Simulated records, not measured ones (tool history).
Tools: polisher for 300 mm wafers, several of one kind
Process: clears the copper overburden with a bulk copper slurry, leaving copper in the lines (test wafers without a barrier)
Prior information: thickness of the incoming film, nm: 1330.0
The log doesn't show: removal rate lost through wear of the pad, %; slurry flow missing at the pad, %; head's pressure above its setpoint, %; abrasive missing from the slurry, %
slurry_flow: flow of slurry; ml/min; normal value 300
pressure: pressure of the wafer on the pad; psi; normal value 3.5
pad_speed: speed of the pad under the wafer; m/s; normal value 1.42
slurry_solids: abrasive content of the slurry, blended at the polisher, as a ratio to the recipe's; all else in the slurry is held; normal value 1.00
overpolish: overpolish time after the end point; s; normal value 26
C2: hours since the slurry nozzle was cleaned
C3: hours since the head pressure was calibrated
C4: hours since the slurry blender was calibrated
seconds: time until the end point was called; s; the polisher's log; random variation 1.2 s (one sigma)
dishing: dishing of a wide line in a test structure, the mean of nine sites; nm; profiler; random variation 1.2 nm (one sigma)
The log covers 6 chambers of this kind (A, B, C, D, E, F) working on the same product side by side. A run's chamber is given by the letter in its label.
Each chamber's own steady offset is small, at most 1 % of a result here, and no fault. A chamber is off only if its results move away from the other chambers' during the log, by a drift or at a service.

{"day": 0.088, "done": "chamber E: slurry nozzle cleaned"}
{"run": "1E", "day": 0.346, "slurry_flow": 300, "pressure": 3.5, "pad_speed": 1.42, "slurry_solids": 1.0, "overpolish": 26, "wafers polished on this pad": 803, "C2": 6.3, "C3": 232.3, "C4": 177.4, "seconds": 93.549, "dishing": 89.951}
{"day": 0.462, "done": "chamber C: slurry blender recalibrated"}
{"day": 0.462, "done": "chamber E: slurry blender recalibrated"}
{"run": "2F", "day": 0.717, "slurry_flow": 300, "pressure": 3.5, "pad_speed": 1.42, "slurry_solids": 1.0, "overpolish": 26, "wafers polished on this pad": 450, "C2": 366.2, "C3": 645.4, "C4": 153.4, "seconds": 92.576, "dishing": 93.061}
{"run": "3D", "day": 1.008, "slurry_flow": 300, "pressure": 3.5, "pad_speed": 1.42, "slurry_solids": 1.0, "overpolish": 26, "wafers polished on this pad": 407, "C2": 27.6, "C3": 516.9, "C4": 170.6, "seconds": 94.938, "dishing": 91.323}
{"day": 1.138, "done": "chamber B: worn pad replaced by a new one"}
{"day": 1.188, "done": "chamber D: slurry blender recalibrated"}
{"run": "4A", "day": 1.262, "slurry_flow": 300, "pressure": 3.5, "pad_speed": 1.42, "slurry_solids": 1.0, "overpolish": 26, "wafers polished on this pad": 518, "C2": 55.4, "C3": 60.7, "C4": 173.6, "seconds": 92.255, "dishing": 93.568}
{"run": "5B", "day": 1.588, "slurry_flow": 300, "pressure": 3.5, "pad_speed": 1.42, "slurry_solids": 1.0, "overpolish": 26, "wafers polished on this pad": 56, "C2": 712.7, "C3": 223.0, "C4": 419.8, "seconds": 93.355, "dishing": 91.42}
{"day": 1.796, "done": "chamber E: worn pad replaced by a new one"}
{"day": 1.917, "done": "chamber B: slurry blender recalibrated"}
{"run": "6C", "day": 2.025, "slurry_flow": 300, "pressure": 3.5, "pad_speed": 1.42, "slurry_solids": 1.0, "overpolish": 26, "wafers polished on this pad": 459, "C2": 68.4, "C3": 118.1, "C4": 37.6, "seconds": 92.233, "dishing": 91.063}
{"run": "7F", "day": 2.25, "slurry_flow": 300, "pressure": 3.5, "pad_speed": 1.42, "slurry_solids": 1.0, "overpolish": 26, "wafers polished on this pad": 641, "C2": 403.0, "C3": 682.2, "C4": 190.2, "seconds": 93.607, "dishing": 91.357}
{"run": "8B", "day": 2.667, "slurry_flow": 300, "pressure": 3.5, "pad_speed": 1.42, "slurry_solids": 1.0, "overpolish": 26, "wafers polished on this pad": 190, "C2": 738.6, "C3": 248.9, "C4": 18.1, "seconds": 92.239, "dishing": 91.915}
{"run": "9C", "day": 2.971, "slurry_flow": 300, "pressure": 2.5, "pad_speed": 1.42, "slurry_solids": 1.0, "overpolish": 26, "wafers polished on this pad": 577, "C2": 91.1, "C3": 140.8, "C4": 60.3, "seconds": 128.78, "dishing": 80.766}
{"run": "10D", "day": 3.321, "slurry_flow": 300, "pressure": 2.5, "pad_speed": 1.42, "slurry_solids": 1.0, "overpolish": 26, "wafers polished on this pad": 695, "C2": 83.1, "C3": 572.4, "C4": 51.3, "seconds": 127.03, "dishing": 80.178}
{"run": "11E", "day": 3.542, "slurry_flow": 300, "pressure": 2.5, "pad_speed": 1.42, "slurry_solids": 1.0, "overpolish": 26, "wafers polished on this pad": 217, "C2": 83.0, "C3": 309.0, "C4": 73.9, "seconds": 131.19, "dishing": 79.261}
{"run": "12A", "day": 3.875, "slurry_flow": 300, "pressure": 2.5, "pad_speed": 1.42, "slurry_solids": 1.0, "overpolish": 26, "wafers polished on this pad": 844, "C2": 118.1, "C3": 123.4, "C4": 236.3, "seconds": 129.55, "dishing": 80.312}
{"day": 4.204, "done": "chamber A: worn pad replaced by a new one"}
{"day": 4.258, "done": "chamber B: slurry nozzle cleaned"}
{"run": "13F", "day": 4.354, "slurry_flow": 300, "pressure": 2.5, "pad_speed": 1.42, "slurry_solids": 1.0, "overpolish": 26, "wafers polished on this pad": 903, "C2": 453.5, "C3": 732.7, "C4": 240.7, "seconds": 133.76, "dishing": 79.765}
{"run": "14B", "day": 4.671, "slurry_flow": 300, "pressure": 2.5, "pad_speed": 1.42, "slurry_solids": 1.0, "overpolish": 26, "wafers polished on this pad": 440, "C2": 9.9, "C3": 297.0, "C4": 66.2, "seconds": 133.4, "dishing": 80.151}
{"day": 4.992, "done": "chamber F: slurry nozzle cleaned"}
{"run": "15D", "day": 5.092, "slurry_flow": 300, "pressure": 3.5, "pad_speed": 1.42, "slurry_solids": 1.0, "overpolish": 26, "wafers polished on this pad": 916, "C2": 125.6, "C3": 614.9, "C4": 93.8, "seconds": 94.802, "dishing": 92.388}
{"run": "16C", "day": 5.462, "slurry_flow": 300, "pressure": 3.5, "pad_speed": 1.42, "slurry_solids": 1.0, "overpolish": 26, "wafers polished on this pad": 888, "C2": 150.9, "C3": 200.6, "C4": 120.1, "seconds": 94.016, "dishing": 95.279}
{"day": 5.579, "done": "chamber C: worn pad replaced by a new one"}
{"day": 5.592, "done": "chamber B: worn pad replaced by a new one"}
{"run": "17A", "day": 5.754, "slurry_flow": 300, "pressure": 3.5, "pad_speed": 1.42, "slurry_solids": 1.0, "overpolish": 26, "wafers polished on this pad": 193, "C2": 163.2, "C3": 168.5, "C4": 281.4, "seconds": 94.417, "dishing": 91.611}
{"run": "18E", "day": 6.008, "slurry_flow": 300, "pressure": 3.5, "pad_speed": 1.42, "slurry_solids": 1.0, "overpolish": 26, "wafers polished on this pad": 525, "C2": 142.2, "C3": 368.2, "C4": 133.1, "seconds": 95.048, "dishing": 89.756}
{"day": 6.404, "done": "chamber F: worn pad replaced by a new one"}
{"run": "19B", "day": 6.475, "slurry_flow": 300, "pressure": 3.5, "pad_speed": 1.42, "slurry_solids": 1.0, "overpolish": 26, "wafers polished on this pad": 110, "C2": 53.2, "C3": 340.3, "C4": 109.5, "seconds": 94.733, "dishing": 92.076}
{"day": 6.746, "done": "chamber F: slurry blender recalibrated"}
{"run": "20A", "day": 6.754, "slurry_flow": 300, "pressure": 3.5, "pad_speed": 1.42, "slurry_solids": 1.0, "overpolish": 26, "wafers polished on this pad": 318, "C2": 187.2, "C3": 192.5, "C4": 305.4, "seconds": 92.797, "dishing": 90.105}
{"run": "21C", "day": 7.112, "slurry_flow": 300, "pressure": 3.5, "pad_speed": 1.42, "slurry_solids": 1.0, "overpolish": 26, "wafers polished on this pad": 191, "C2": 190.5, "C3": 240.2, "C4": 159.7, "seconds": 93.071, "dishing": 92.732}
{"run": "22D", "day": 7.483, "slurry_flow": 300, "pressure": 3.5, "pad_speed": 1.42, "slurry_solids": 1.0, "overpolish": 26, "wafers polished on this pad": 1214, "C2": 183.0, "C3": 672.3, "C4": 151.2, "seconds": 96.469, "dishing": 88.9}
{"day": 7.733, "done": "chamber E: slurry blender recalibrated"}
{"run": "23F", "day": 7.771, "slurry_flow": 300, "pressure": 3.5, "pad_speed": 1.42, "slurry_solids": 1.0, "overpolish": 26, "wafers polished on this pad": 170, "C2": 66.8, "C3": 814.7, "C4": 24.7, "seconds": 92.918, "dishing": 94.751}
{"day": 8.104, "done": "chamber A: slurry nozzle cleaned"}
{"run": "24E", "day": 8.15, "slurry_flow": 300, "pressure": 3.5, "pad_speed": 1.42, "slurry_solids": 1.0, "overpolish": 37, "wafers polished on this pad": 792, "C2": 193.6, "C3": 419.6, "C4": 10.0, "seconds": 90.565, "dishing": 93.311}
{"run": "25D", "day": 8.433, "slurry_flow": 300, "pressure": 3.5, "pad_speed": 1.42, "slurry_solids": 1.0, "overpolish": 37, "wafers polished on this pad": 1333, "C2": 205.8, "C3": 695.1, "C4": 174.0, "seconds": 100.9, "dishing": 94.699}
{"day": 8.479, "done": "chamber C: slurry blender recalibrated"}
{"day": 8.512, "done": "chamber D: slurry blender recalibrated"}
{"run": "26F", "day": 8.75, "slurry_flow": 300, "pressure": 3.5, "pad_speed": 1.42, "slurry_solids": 1.0, "overpolish": 37, "wafers polished on this pad": 292, "C2": 90.3, "C3": 838.2, "C4": 48.2, "seconds": 94.102, "dishing": 94.584}
{"run": "27E", "day": 8.988, "slurry_flow": 300, "pressure": 3.5, "pad_speed": 1.42, "slurry_solids": 1.0, "overpolish": 37, "wafers polished on this pad": 897, "C2": 213.7, "C3": 439.7, "C4": 30.1, "seconds": 92.929, "dishing": 92.91}
{"run": "28B", "day": 9.442, "slurry_flow": 300, "pressure": 3.5, "pad_speed": 1.42, "slurry_solids": 1.0, "overpolish": 37, "wafers polished on this pad": 480, "C2": 124.4, "C3": 411.5, "C4": 180.7, "seconds": 93.457, "dishing": 94.563}
{"run": "29C", "day": 9.658, "slurry_flow": 300, "pressure": 3.5, "pad_speed": 1.42, "slurry_solids": 1.0, "overpolish": 37, "wafers polished on this pad": 508, "C2": 251.6, "C3": 301.3, "C4": 28.4, "seconds": 92.439, "dishing": 93.173}
{"day": 9.775, "done": "chamber A: slurry blender recalibrated"}
{"run": "30A", "day": 10.0, "slurry_flow": 300, "pressure": 3.5, "pad_speed": 1.42, "slurry_solids": 1.0, "overpolish": 26, "wafers polished on this pad": 723, "C2": 45.6, "C3": 270.4, "C4": 5.5, "seconds": 90.346, "dishing": 91.478}
{"run": "31B", "day": 10.296, "slurry_flow": 300, "pressure": 3.5, "pad_speed": 1.42, "slurry_solids": 1.0, "overpolish": 26, "wafers polished on this pad": 586, "C2": 144.9, "C3": 432.0, "C4": 201.2, "seconds": 95.166, "dishing": 89.418}
{"day": 10.367, "done": "chamber B: worn pad replaced by a new one"}
{"day": 10.683, "done": "chamber E: worn pad replaced by a new one"}
{"day": 10.692, "done": "chamber E: slurry nozzle cleaned"}
{"run": "32C", "day": 10.788, "slurry_flow": 350, "pressure": 3.5, "pad_speed": 1.66, "slurry_solids": 1.0, "overpolish": 26, "wafers polished on this pad": 649, "C2": 278.7, "C3": 328.4, "C4": 55.5, "seconds": 78.191, "dishing": 93.686}
{"day": 10.921, "done": "chamber A: worn pad replaced by a new one"}
{"run": "33F", "day": 11.188, "slurry_flow": 350, "pressure": 3.5, "pad_speed": 1.66, "slurry_solids": 1.0, "overpolish": 26, "wafers polished on this pad": 596, "C2": 148.8, "C3": 896.7, "C4": 106.7, "seconds": 79.594, "dishing": 94.251}
{"run": "34D", "day": 11.638, "slurry_flow": 350, "pressure": 3.5, "pad_speed": 1.66, "slurry_solids": 1.0, "overpolish": 26, "wafers polished on this pad": 1732, "C2": 282.7, "C3": 772.0, "C4": 75.0, "seconds": 84.449, "dishing": 91.492}
{"run": "35A", "day": 11.883, "slurry_flow": 350, "pressure": 3.5, "pad_speed": 1.66, "slurry_solids": 1.0, "overpolish": 26, "wafers polished on this pad": 120, "C2": 90.8, "C3": 315.6, "C4": 50.7, "seconds": 78.542, "dishing": 95.063}
{"run": "36E", "day": 12.188, "slurry_flow": 350, "pressure": 3.5, "pad_speed": 1.66, "slurry_solids": 1.0, "overpolish": 26, "wafers polished on this pad": 187, "C2": 35.9, "C3": 516.5, "C4": 106.9, "seconds": 78.968, "dishing": 95.19}
{"day": 12.204, "done": "chamber D: slurry nozzle cleaned"}
{"run": "37B", "day": 12.579, "slurry_flow": 350, "pressure": 3.5, "pad_speed": 1.66, "slurry_solids": 1.0, "overpolish": 26, "wafers polished on this pad": 276, "C2": 199.7, "C3": 486.8, "C4": 256.0, "seconds": 80.399, "dishing": 93.194}
{"run": "38C", "day": 12.938, "slurry_flow": 300, "pressure": 3.5, "pad_speed": 1.42, "slurry_solids": 1.0, "overpolish": 26, "wafers polished on this pad": 917, "C2": 330.3, "C3": 380.0, "C4": 107.1, "seconds": 92.264, "dishing": 89.768}
{"day": 13.033, "done": "chamber C: head pressure recalibrated"}
{"run": "39D", "day": 13.362, "slurry_flow": 300, "pressure": 3.5, "pad_speed": 1.42, "slurry_solids": 1.0, "overpolish": 26, "wafers polished on this pad": 1948, "C2": 27.9, "C3": 813.4, "C4": 116.4, "seconds": 103.71, "dishing": 88.576}
{"day": 13.571, "done": "chamber C: worn pad replaced by a new one"}
{"run": "40A", "day": 13.7, "slurry_flow": 300, "pressure": 3.5, "pad_speed": 1.42, "slurry_solids": 1.0, "overpolish": 26, "wafers polished on this pad": 346, "C2": 134.4, "C3": 359.2, "C4": 94.3, "seconds": 91.624, "dishing": 92.416}
{"day": 13.992, "done": "chamber E: slurry blender recalibrated"}
{"run": "41F", "day": 14.112, "slurry_flow": 300, "pressure": 4.3, "pad_speed": 1.42, "slurry_solids": 0.85, "overpolish": 26, "wafers polished on this pad": 961, "C2": 219.0, "C3": 966.9, "C4": 176.9, "seconds": 79.021, "dishing": 98.245}
{"run": "42E", "day": 14.404, "slurry_flow": 300, "pressure": 4.3, "pad_speed": 1.42, "slurry_solids": 0.85, "overpolish": 26, "wafers polished on this pad": 464, "C2": 89.1, "C3": 569.7, "C4": 9.9, "seconds": 76.428, "dishing": 96.233}
{"run": "43C", "day": 14.654, "slurry_flow": 300, "pressure": 4.3, "pad_speed": 1.42, "slurry_solids": 0.85, "overpolish": 26, "wafers polished on this pad": 135, "C2": 371.5, "C3": 38.9, "C4": 148.3, "seconds": 76.522, "dishing": 97.682}

One chamber off, gauge drift, or nothing amiss beyond the chambers' own small offsets? If it is a chamber, which one, and what is the likeliest cause?

It is chamber D that slowly wanders off from its peers.
Most likely cause: removal rate lost through wear of the pad, % = 11.3.
From this log alone, it may not be told apart from: head's pressure below its setpoint, %.

Chamber D could run next with any of the 4 candidate recipes listed below; each alters the usual settings, and their results appear as question marks. Which one brings its results back in line with what the other chambers deliver on the usual settings?
Allowed miss from the other chambers' usual-settings mean, per result, to count as in line: seconds 4.300 s; dishing 4.300 nm
{"run": "44D-1", "day": 15.008, "slurry_flow": 300, "pressure": 3.5, "pad_speed": 1.38, "slurry_solids": 1.0, "overpolish": 27, "seconds": "?", "dishing": "?"}
{"run": "44D-2", "day": 15.008, "slurry_flow": 300, "pressure": 3.7, "pad_speed": 1.52, "slurry_solids": 1.0, "overpolish": 24, "seconds": "?", "dishing": "?"}
{"run": "44D-3", "day": 15.008, "slurry_flow": 300, "pressure": 3.3, "pad_speed": 1.32, "slurry_solids": 1.0, "overpolish": 28, "seconds": "?", "dishing": "?"}
{"run": "44D-4", "day": 15.008, "slurry_flow": 300, "pressure": 3.5, "pad_speed": 1.46, "slurry_solids": 1.0, "overpolish": 25, "seconds": "?", "dishing": "?"}

What the other chambers average on the usual settings: seconds 93.315 s; dishing 91.454 nm
run=44D-1 seconds=107.390 dishing=90.296
run=44D-2 seconds=92.281 dishing=91.923
run=44D-3 seconds=119.100 dishing=88.013
run=44D-4 seconds=101.590 dishing=89.937
44D-2 brings the chamber back in line.
